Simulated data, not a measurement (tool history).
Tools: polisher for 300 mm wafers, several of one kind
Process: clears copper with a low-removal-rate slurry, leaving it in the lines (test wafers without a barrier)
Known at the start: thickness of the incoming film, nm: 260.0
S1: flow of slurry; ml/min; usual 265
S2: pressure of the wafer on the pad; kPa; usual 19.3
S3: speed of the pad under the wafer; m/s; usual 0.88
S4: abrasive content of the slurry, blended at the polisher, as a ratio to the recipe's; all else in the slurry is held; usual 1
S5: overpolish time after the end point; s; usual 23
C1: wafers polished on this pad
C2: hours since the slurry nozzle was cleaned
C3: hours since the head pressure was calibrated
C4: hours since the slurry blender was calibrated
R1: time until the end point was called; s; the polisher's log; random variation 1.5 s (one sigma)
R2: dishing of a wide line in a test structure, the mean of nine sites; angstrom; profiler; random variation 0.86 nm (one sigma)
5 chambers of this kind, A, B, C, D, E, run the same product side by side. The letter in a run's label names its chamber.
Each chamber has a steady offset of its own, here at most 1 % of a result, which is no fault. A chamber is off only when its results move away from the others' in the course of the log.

run	hour	S1	S2	S3	S4	S5	C1	C2	C3	C4	R1	R2
1E	3.1	265	19.3	0.88	1	23	112	109.4	164.2	335.8	106.57	379.77
2C	6	265	19.3	0.88	1	23	46	28	938.9	292.2	108.56	397.19
3D	11.1	265	19.3	0.88	1	23	255	286.1	127.2	253.5	105.88	377.06
4A	16.8	265	19.3	0.88	1	23	507	83.5	1306.8	231.5	108.57	380.86
5B	21.4	265	19.3	0.88	1	23	506	118.5	547.6	27.4	108.39	396.52
6E	26.5	265	19.3	0.88	1	23	254	132.8	187.6	359.2	105.9	397.69
7D	32.2	265	15.9	0.88	1	23	383	307.2	148.3	274.6	133.26	332.33
8A	38.2	265	15.9	0.88	1	23	637	104.9	1328.2	252.9	131.48	323.95
9C	42.7	265	15.9	0.88	1	23	268	64.7	975.6	328.9	134.29	328.87
10B	45.6	265	15.9	0.88	1	23	653	142.7	571.8	51.6	128.96	336.32
11A	49.5	265	15.9	0.88	1	23	706	116.2	1339.5	264.2	126.46	320.22
12D	54.3	265	19.3	0.88	1	23	517	329.3	170.4	296.7	107.07	378.05
13E	58.1	265	19.3	0.88	1	23	445	164.4	219.2	390.8	105.61	377.18
14C	62	265	19.3	0.88	1	23	385	84	994.9	348.2	110.95	397.18
15B	65.5	265	19.3	0.88	0.75	23	774	162.6	591.7	71.5	114.3	382.99
16B	68.6	265	19.3	0.88	0.75	23	793	165.7	594.8	74.6	114.17	374.59
17D	73.4	265	19.3	0.88	0.75	23	633	348.4	189.5	315.8	112.64	372.92
# hour 74.6: chamber B: worn pad replaced by a new one
# hour 75.9: chamber D: worn pad replaced by a new one
# hour 77.4: chamber E: worn pad replaced by a new one
18C	78.8	265	19.3	0.88	0.75	23	487	100.8	1011.7	365	116.88	372.2
# hour 82.7: chamber C: worn pad replaced by a new one
19A	84.7	265	19.3	0.88	0.75	23	919	151.4	1374.7	299.4	115.52	378.55
20E	89.5	265	19.3	0.88	1	23	73	195.8	250.6	422.2	103.95	385.12
21D	93.2	265	19.3	0.88	1	23	105	368.2	209.3	335.6	105.73	384.32
22C	96.4	265	19.3	0.88	1	23	83	118.4	1029.3	382.6	110.22	401.49
23B	100	265	19.3	0.88	1	23	154	197.1	626.2	106	106.02	392.23
24A	105.9	265	19.3	0.88	1	30	1048	172.6	1395.9	320.6	105.8	472.86
25E	110.5	265	19.3	0.88	1	30	200	216.8	271.6	443.2	105.87	502.36
26C	115.5	265	19.3	0.88	1	30	199	137.5	1048.4	401.7	109.57	480.73
27D	118.2	265	19.3	0.88	1	30	257	393.2	234.3	360.6	107.03	480.84
28E	123.9	265	19.3	0.88	1	30	282	230.2	285	456.6	106.15	497.55
29A	127.8	265	19.3	0.88	1	23	1181	194.5	1417.8	342.5	107.17	380.75
# hour 130.5: chamber D: slurry blender recalibrated
# hour 131.1: chamber E: slurry blender recalibrated
30B	134	265	19.3	0.88	1	23	360	231.1	660.2	140	107.67	403.85
# hour 136.3: chamber A: worn pad replaced by a new one
31A	137.4	265	19.3	0.88	1	23	7	204.1	1427.4	352.1	104.76	389.13
32C	141.9	265	19.3	0.88	1	23	359	163.9	1074.8	428.1	105.84	391.33
33D	146.4	265	19.3	0.88	1	23	428	421.4	262.5	16	107.17	387.92
34B	151.5	265	19.3	0.88	1	23	466	248.6	677.7	157.5	107.85	405.65
35E	157.5	265	19.3	0.88	1	23	485	263.8	318.6	26.4	107.7	370.63
36D	160.6	265	19.3	0.88	1	23	514	435.6	276.7	30.2	106.06	382.12
37B	163.9	265	19.3	0.88	1	23	542	261	690.1	169.9	109.09	386.2
38C	166.8	265	19.3	0.88	1	23	510	188.8	1099.7	453	109.56	389.31
39E	170.7	265	19.3	0.88	1.2	23	566	277	331.8	39.6	102.85	406.51
40A	176.3	265	19.3	0.88	1.2	23	243	243	1466.3	391	102.63	395.72
# hour 176.4: chamber C: worn pad replaced by a new one
# hour 178.8: chamber C: slurry blender recalibrated
41B	179.5	265	19.3	0.88	1.2	23	636	276.6	705.7	185.5	104.12	393.51
# hour 182: chamber E: worn pad replaced by a new one
42C	183.6	265	19.3	0.88	1.2	23	44	205.6	1116.5	4.8	103.61	400.62
43E	189.7	265	19.3	0.88	1.2	23	47	296	350.8	58.6	104.12	395.19
44A	194.4	265	19.3	0.88	1	23	353	261.1	1484.4	409.1	105.5	401.33

Is one chamber off against the others, does the gauge drift, or is nothing wrong? If a chamber is off, say which, and what the likeliest cause is.

No chamber stands off beyond its own small offset, and the gauge holds steady.
